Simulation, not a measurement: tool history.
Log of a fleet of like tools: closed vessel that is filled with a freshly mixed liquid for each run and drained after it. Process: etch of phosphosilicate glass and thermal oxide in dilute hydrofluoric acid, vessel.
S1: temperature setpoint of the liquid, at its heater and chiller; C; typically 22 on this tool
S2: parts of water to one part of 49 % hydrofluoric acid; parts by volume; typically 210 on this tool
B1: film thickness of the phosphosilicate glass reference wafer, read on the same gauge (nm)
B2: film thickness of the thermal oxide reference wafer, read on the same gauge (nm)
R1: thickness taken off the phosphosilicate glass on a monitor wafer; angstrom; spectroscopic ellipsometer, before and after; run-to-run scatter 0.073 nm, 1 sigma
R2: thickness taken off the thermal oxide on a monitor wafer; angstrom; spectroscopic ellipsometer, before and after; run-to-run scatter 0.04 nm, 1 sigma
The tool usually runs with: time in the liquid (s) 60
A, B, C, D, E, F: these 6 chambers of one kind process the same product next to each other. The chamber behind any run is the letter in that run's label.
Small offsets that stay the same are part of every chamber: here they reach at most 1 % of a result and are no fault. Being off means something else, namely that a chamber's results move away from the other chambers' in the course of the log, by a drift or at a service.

At hour 9: chamber C: hydrofluoric acid flow meter replaced.
Run 1B, hour 10: usual settings; B1 70.008; B2 130. Result: R1 227.1 angstrom, R2 10.462 angstrom.
At hour 12.9: chamber B: hydrofluoric acid flow meter replaced.
Run 2A, hour 21.2: usual settings; B1 69.956; B2 129.96. Result: R1 230.26 angstrom, R2 11.715 angstrom.
Run 3D, hour 32.9: usual settings; B1 69.973; B2 129.97. Result: R1 229.84 angstrom, R2 11.062 angstrom.
Run 4F, hour 40.6: usual settings; B1 70.05; B2 130. Result: R1 229.48 angstrom, R2 11.113 angstrom.
Run 5E, hour 52.2: usual settings; B1 70.019; B2 129.99. Result: R1 229.58 angstrom, R2 11.294 angstrom.
Run 6C, hour 63.3: usual settings; B1 69.927; B2 130.02. Result: R1 230.05 angstrom, R2 11.596 angstrom.
Run 7F, hour 73.4: usual settings; B1 70.016; B2 130.02. Result: R1 229.83 angstrom, R2 12.003 angstrom.
Run 8E, hour 86: usual settings; B1 69.973; B2 130.02. Result: R1 229.06 angstrom, R2 11.311 angstrom.
Run 9B, hour 95.1: usual settings; B1 70.017; B2 130.02. Result: R1 228.46 angstrom, R2 11.711 angstrom.
Run 10A, hour 105.7: usual settings; B1 70.014; B2 130.01. Result: R1 228.8 angstrom, R2 12.347 angstrom.
Run 11D, hour 116: usual settings but S2 245 parts by volume, time in the liquid (s) 75; B1 69.962; B2 130.01. Result: R1 238.48 angstrom, R2 10.886 angstrom.
Run 12C, hour 131.1: usual settings but S2 245 parts by volume, time in the liquid (s) 75; B1 70.004; B2 129.99. Result: R1 239.28 angstrom, R2 11.941 angstrom.
At hour 143.1: chamber B: thermometer replaced.
Run 13E, hour 145.2: usual settings but S2 245 parts by volume, time in the liquid (s) 75; B1 69.982; B2 130.03. Result: R1 237.27 angstrom, R2 11.929 angstrom.
Run 14C, hour 152.5: usual settings but S2 245 parts by volume, time in the liquid (s) 75; B1 69.993; B2 130.02. Result: R1 237.69 angstrom, R2 11.183 angstrom.
Run 15D, hour 165.7: usual settings but S2 245 parts by volume, time in the liquid (s) 75; B1 69.987; B2 129.98. Result: R1 237.75 angstrom, R2 12.071 angstrom.
Run 16F, hour 177.8: usual settings but S2 245 parts by volume, time in the liquid (s) 75; B1 70.015; B2 130. Result: R1 238.36 angstrom, R2 12.11 angstrom.
Run 17A, hour 185.8: usual settings; B1 70.016; B2 129.99. Result: R1 229.82 angstrom, R2 12.246 angstrom.
Run 18B, hour 195: usual settings; B1 69.922; B2 129.98. Result: R1 227.16 angstrom, R2 10.556 angstrom.
Run 19B, hour 210.1: usual settings; B1 69.971; B2 129.98. Result: R1 227.78 angstrom, R2 11.468 angstrom.
Run 20E, hour 224.4: usual settings; B1 70.013; B2 130. Result: R1 228.67 angstrom, R2 11.076 angstrom.
Run 21C, hour 233.5: usual settings but S2 110 parts by volume; B1 70.005; B2 129.99. Result: R1 491.89 angstrom, R2 24.581 angstrom.
Run 22D, hour 241.4: usual settings but S2 110 parts by volume; B1 70.07; B2 130.02. Result: R1 488.06 angstrom, R2 24.056 angstrom.
Run 23F, hour 248.7: usual settings but S2 110 parts by volume; B1 70; B2 130.01. Result: R1 487.3 angstrom, R2 22.78 angstrom.
Run 24A, hour 262.2: usual settings but S2 110 parts by volume; B1 70.002; B2 129.99. Result: R1 496.91 angstrom, R2 24.692 angstrom.
Run 25F, hour 273.2: usual settings but S2 110 parts by volume; B1 70.02; B2 130.01. Result: R1 486.97 angstrom, R2 23.619 angstrom.
Run 26B, hour 288.5: usual settings but S2 110 parts by volume; B1 69.988; B2 130.01. Result: R1 486.65 angstrom, R2 24.04 angstrom.
Run 27E, hour 296.4: usual settings; B1 70.048; B2 129.99. Result: R1 230.08 angstrom, R2 11.225 angstrom.
Run 28D, hour 311.6: usual settings; B1 69.986; B2 129.99. Result: R1 230.36 angstrom, R2 11.507 angstrom.
Run 29A, hour 318.4: usual settings; B1 70.016; B2 129.99. Result: R1 228.62 angstrom, R2 11.391 angstrom.
Run 30C, hour 331.4: usual settings but time in the liquid (s) 75; B1 70.017; B2 129.98. Result: R1 287.73 angstrom, R2 14.394 angstrom.
Run 31A, hour 339.4: usual settings but time in the liquid (s) 75; B1 69.984; B2 129.98. Result: R1 288.21 angstrom, R2 14.123 angstrom.
Run 32D, hour 353.1: usual settings but time in the liquid (s) 75; B1 70; B2 130.02. Result: R1 287.58 angstrom, R2 14.169 angstrom.
Run 33E, hour 362.8: usual settings but time in the liquid (s) 75; B1 70.006; B2 129.99. Result: R1 286.58 angstrom, R2 14.002 angstrom.
Run 34C, hour 375.9: usual settings but time in the liquid (s) 75; B1 69.955; B2 130.01. Result: R1 285.79 angstrom, R2 14.205 angstrom.
Run 35F, hour 382.8: usual settings but time in the liquid (s) 75; B1 69.959; B2 130. Result: R1 287.14 angstrom, R2 13.666 angstrom.
Run 36B, hour 394.1: usual settings but S2 270 parts by volume; B1 69.973; B2 129.99. Result: R1 168.12 angstrom, R2 8.2858 angstrom.
Run 37A, hour 408.8: usual settings but S2 270 parts by volume; B1 69.983; B2 130.01. Result: R1 167.29 angstrom, R2 8.5592 angstrom.
Run 38E, hour 421.2: usual settings but S2 270 parts by volume; B1 69.992; B2 130. Result: R1 167.36 angstrom, R2 8.2752 angstrom.
Run 39F, hour 434.1: usual settings but S2 270 parts by volume; B1 69.962; B2 129.99. Result: R1 169.1 angstrom, R2 8.2215 angstrom.
Run 40B, hour 447.3: usual settings but S2 270 parts by volume; B1 69.985; B2 129.99. Result: R1 167.97 angstrom, R2 7.8054 angstrom.
Run 41C, hour 460.3: usual settings but S2 270 parts by volume; B1 70.021; B2 129.99. Result: R1 168.98 angstrom, R2 8.2912 angstrom.
Run 42D, hour 470.1: usual settings; B1 70.037; B2 130.02. Result: R1 228.82 angstrom, R2 11.722 angstrom.
Run 43A, hour 480.2: usual settings; B1 70.021; B2 129.99. Result: R1 227.56 angstrom, R2 11.151 angstrom.

What goes on in this fleet: one chamber off, a drifting gauge, or nothing beyond the chambers' own small offsets? Name the chamber and the cause, if any.

Neither any chamber nor the gauge drifts; the chambers differ only by their own small, steady offsets.
